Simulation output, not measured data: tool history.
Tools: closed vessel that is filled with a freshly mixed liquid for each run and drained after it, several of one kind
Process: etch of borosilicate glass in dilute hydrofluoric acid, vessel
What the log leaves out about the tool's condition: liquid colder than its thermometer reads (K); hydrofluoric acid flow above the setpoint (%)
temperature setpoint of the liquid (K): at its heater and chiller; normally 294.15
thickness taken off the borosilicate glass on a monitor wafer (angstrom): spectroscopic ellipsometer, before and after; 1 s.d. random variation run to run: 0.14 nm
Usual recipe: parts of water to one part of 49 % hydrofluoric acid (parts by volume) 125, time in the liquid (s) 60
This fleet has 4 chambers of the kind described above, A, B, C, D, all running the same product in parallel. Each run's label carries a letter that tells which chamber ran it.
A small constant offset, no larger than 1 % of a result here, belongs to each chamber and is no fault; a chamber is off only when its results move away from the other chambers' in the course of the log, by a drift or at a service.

| run | hour | temperature setpoint of the liquid (K) | parts of water to one part of 49 % hydrofluoric acid (parts by volume) | time in the liquid (s) | hours since the thermometer was replaced | hours since the hydrofluoric acid flow meter was replaced | read-back film thickness of the borosilicate glass reference wafer, read on the same gauge (nm) | thickness taken off the borosilicate glass on a monitor wafer (angstrom) |
|---|---|---|---|---|---|---|---|---|
| 1C | 4.4 | 294.15 | 125 | 60 | 449.3 | 696.2 | 69.982 | 163.07 |
| 2D | 11.3 | 294.15 | 125 | 60 | 216 | 1911.2 | 69.992 | 166.11 |
| 3B | 16.1 | 294.15 | 125 | 60 | 704.9 | 244.3 | 69.98 | 164.61 |
| 4A | 23.2 | 294.15 | 125 | 60 | 619.6 | 266.2 | 70.024 | 165.86 |
| 5A | 27.4 | 294.15 | 125 | 60 | 623.8 | 270.4 | 69.993 | 161.99 |
| 6C | 34.4 | 294.15 | 125 | 60 | 479.3 | 726.2 | 69.999 | 165.33 |
| 7D | 40.8 | 298.65 | 80 | 60 | 245.5 | 1940.7 | 69.983 | 331.28 |
| 8B | 48.2 | 298.65 | 80 | 60 | 737 | 276.4 | 70.029 | 324.56 |
| 9A | 54.5 | 298.65 | 80 | 60 | 650.9 | 297.5 | 70.005 | 324.65 |
| 10D | 59.9 | 298.65 | 80 | 60 | 264.6 | 1959.8 | 70 | 327.75 |
| 11C | 63.8 | 294.15 | 125 | 60 | 508.7 | 755.6 | 70.004 | 165.17 |
| 12B | 68.7 | 294.15 | 125 | 60 | 757.5 | 296.9 | 69.977 | 163.88 |
| 13D | 74.7 | 294.15 | 125 | 60 | 279.4 | 1974.6 | 70.016 | 164.36 |
| 14A | 80.6 | 294.15 | 125 | 60 | 677 | 323.6 | 70.012 | 165.57 |
| 15B | 85.7 | 294.15 | 125 | 60 | 774.5 | 313.9 | 69.997 | 164.47 |
|  | 90.9 | chamber C: thermometer replaced |
| 16C | 93.4 | 294.15 | 125 | 60 | 2.5 | 785.2 | 70.003 | 165.32 |
| 17A | 98 | 294.15 | 125 | 60 | 694.4 | 341 | 69.996 | 161.68 |
| 18B | 103.7 | 294.15 | 125 | 60 | 792.5 | 331.9 | 70.014 | 164.06 |
| 19D | 108.9 | 294.15 | 125 | 60 | 313.6 | 2008.8 | 69.998 | 165.56 |
| 20C | 114.1 | 294.15 | 125 | 60 | 23.2 | 805.9 | 69.983 | 167.15 |
|  | 115.5 | chamber D: hydrofluoric acid flow meter replaced |
| 21B | 120.4 | 294.15 | 125 | 60 | 809.2 | 348.6 | 70.029 | 163.73 |
| 22D | 127.2 | 294.15 | 125 | 60 | 331.9 | 11.8 | 70.022 | 162.85 |
| 23C | 132.3 | 290.15 | 125 | 40 | 41.4 | 824.1 | 70.014 | 95.342 |
| 24A | 137.1 | 290.15 | 125 | 40 | 733.5 | 380.1 | 69.959 | 94.694 |
| 25A | 141.2 | 290.15 | 125 | 40 | 737.6 | 384.2 | 69.996 | 94.159 |
| 26D | 145 | 290.15 | 125 | 40 | 349.7 | 29.6 | 69.991 | 93.578 |
| 27B | 151.4 | 294.15 | 125 | 60 | 840.2 | 379.6 | 70.024 | 161.84 |
| 28C | 155 | 294.15 | 125 | 60 | 64.1 | 846.8 | 70.008 | 171.59 |
| 29C | 160.9 | 294.15 | 125 | 60 | 70 | 852.7 | 70.027 | 170.91 |
| 30D | 165.7 | 294.15 | 125 | 60 | 370.4 | 50.3 | 69.98 | 163.18 |
| 31A | 172.1 | 294.15 | 125 | 60 | 768.5 | 415.1 | 70.015 | 163.57 |
| 32B | 177.4 | 294.15 | 125 | 60 | 866.2 | 405.6 | 70.023 | 163.66 |
| 33D | 183.6 | 297.65 | 125 | 60 | 388.3 | 68.2 | 70.01 | 192.91 |
| 34C | 188.5 | 297.65 | 125 | 60 | 97.6 | 880.3 | 70.016 | 201.67 |
|  | 189.2 | chamber B: hydrofluoric acid flow meter replaced |
| 35A | 194.7 | 297.65 | 125 | 60 | 791.1 | 437.7 | 69.992 | 187.38 |
| 36B | 198.3 | 297.65 | 125 | 60 | 887.1 | 9.1 | 70.005 | 188.22 |
| 37C | 205.2 | 294.15 | 125 | 60 | 114.3 | 897 | 70.014 | 175.24 |
| 38D | 212.5 | 294.15 | 125 | 60 | 417.2 | 97.1 | 70.002 | 165.81 |

Has any chamber moved away from the others, gradually or after a service, or does the common gauge drift, or do the chambers differ only by their own small steady offsets? State the chamber and the most likely cause if one applies.

One chamber, C, drifts off from the rest bit by bit.
What lies behind it: hydrofluoric acid flow above the setpoint (%) = 5.09.

Which of the 4 candidates below, each the usual settings with something changed and its results left as question marks, puts chamber C back in line with what the other chambers give on the usual settings?
Maximum distance from the other chambers' mean on the usual settings for a result to count as in line: thickness taken off the borosilicate glass on a monitor wafer (angstrom) 5
| 39C-1 | 218.1 | 294.15 | 120 | 65 |  |  |  | ? |
| 39C-2 | 218.1 | 290.65 | 125 | 60 |  |  |  | ? |
| 39C-3 | 218.1 | 292.65 | 125 | 60 |  |  |  | ? |
| 39C-4 | 218.1 | 295.65 | 125 | 60 |  |  |  | ? |

The mean the other chambers reach with the usual settings: thickness taken off the borosilicate glass on a monitor wafer (angstrom) 164.35
| run | thickness taken off the borosilicate glass on a monitor wafer (angstrom) |
|---|---|
| 39C-1 | 199.5 |
| 39C-2 | 151.97 |
| 39C-3 | 165.22 |
| 39C-4 | 186.78 |
39C-3 is the one that brings the chamber's results back in line with the other chambers.

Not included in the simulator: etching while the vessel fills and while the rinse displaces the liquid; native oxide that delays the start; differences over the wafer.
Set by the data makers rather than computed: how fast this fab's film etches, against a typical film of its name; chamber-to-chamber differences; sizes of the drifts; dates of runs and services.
